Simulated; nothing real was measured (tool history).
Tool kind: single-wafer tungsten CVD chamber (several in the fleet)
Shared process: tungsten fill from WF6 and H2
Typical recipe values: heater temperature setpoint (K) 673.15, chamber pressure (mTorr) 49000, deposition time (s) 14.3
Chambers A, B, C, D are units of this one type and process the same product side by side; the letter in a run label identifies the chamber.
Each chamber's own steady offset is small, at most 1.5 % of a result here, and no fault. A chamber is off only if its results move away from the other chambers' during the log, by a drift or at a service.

run	hour	heater temperature setpoint (K)	chamber pressure (mTorr)	deposition time (s)	hours since the last thermocouple change	hours since the last manometer calibration	read-back reference wafer on the same gauge, thickness_nm	mean film thickness on the monitor wafer (nm)
1C	5.1	673.15	49000	14.3	654.7	1805.2	54.491	52.995
2B	12.1	673.15	49000	14.3	191.8	1173.5	54.525	52.24
3A	15.9	673.15	49000	14.3	1670	382.6	54.539	51.714
4D	19.7	673.15	49000	14.3	877.2	208.2	54.464	52.491
5B	26	673.15	49000	14.3	205.7	1187.4	54.461	51.669
6D	31	673.15	49000	14.3	888.5	219.5	54.523	52.623
7A	38.4	673.15	49000	14.3	1692.5	405.1	54.492	51.759
8C	45.7	673.15	49000	14.3	695.3	1845.8	54.524	52.647
9D	49.5	673.15	49000	14.3	907	238	54.521	52.565
10A	53.3	673.15	49000	14.3	1707.4	420	54.501	51.561
# hour 55.9: chamber B: capacitance manometer re-zeroed and calibrated
11C	57.9	673.15	49000	14.3	707.5	1858	54.534	52.341
# hour 60.4: chamber A: thermocouple changed; heater temperature recalibrated
12B	64.3	686.15	54400	14.3	244	8.4	54.486	68.491
13B	71	686.15	54400	14.3	250.7	15.1	54.511	68.16
14A	77.7	686.15	54400	14.3	17.3	444.4	54.506	67.463
15D	86.3	686.15	54400	14.3	943.8	274.8	54.494	69.023
16C	93.2	673.15	49000	14.3	742.8	1893.3	54.5	52.549
17D	98.2	673.15	49000	14.3	955.7	286.7	54.527	52.709
18C	106.4	673.15	49000	14.3	756	1906.5	54.506	52.581
19B	113.7	673.15	49000	14.3	293.4	57.8	54.463	52.188
20A	119	673.15	49000	14.3	58.6	485.7	54.488	51.64
21D	126.6	673.15	49000	14.3	984.1	315.1	54.504	52.373
22A	130.6	673.15	49000	14.3	70.2	497.3	54.488	51.988
23B	135.1	673.15	49000	14.3	314.8	79.2	54.532	52.293
24C	139	663.15	45100	14.3	788.6	1939.1	54.466	42.219

Each of the 4 chambers runs these same settings next. Fill in every chamber's results:
25A	145.2	673.15	49000	14.3				?
25B	145.2	673.15	49000	14.3				?
25C	145.2	673.15	49000	14.3				?
25D	145.2	673.15	49000	14.3				?

run	mean film thickness on the monitor wafer (nm)
25A	51.808
25B	52.078
25C	52.592
25D	52.649
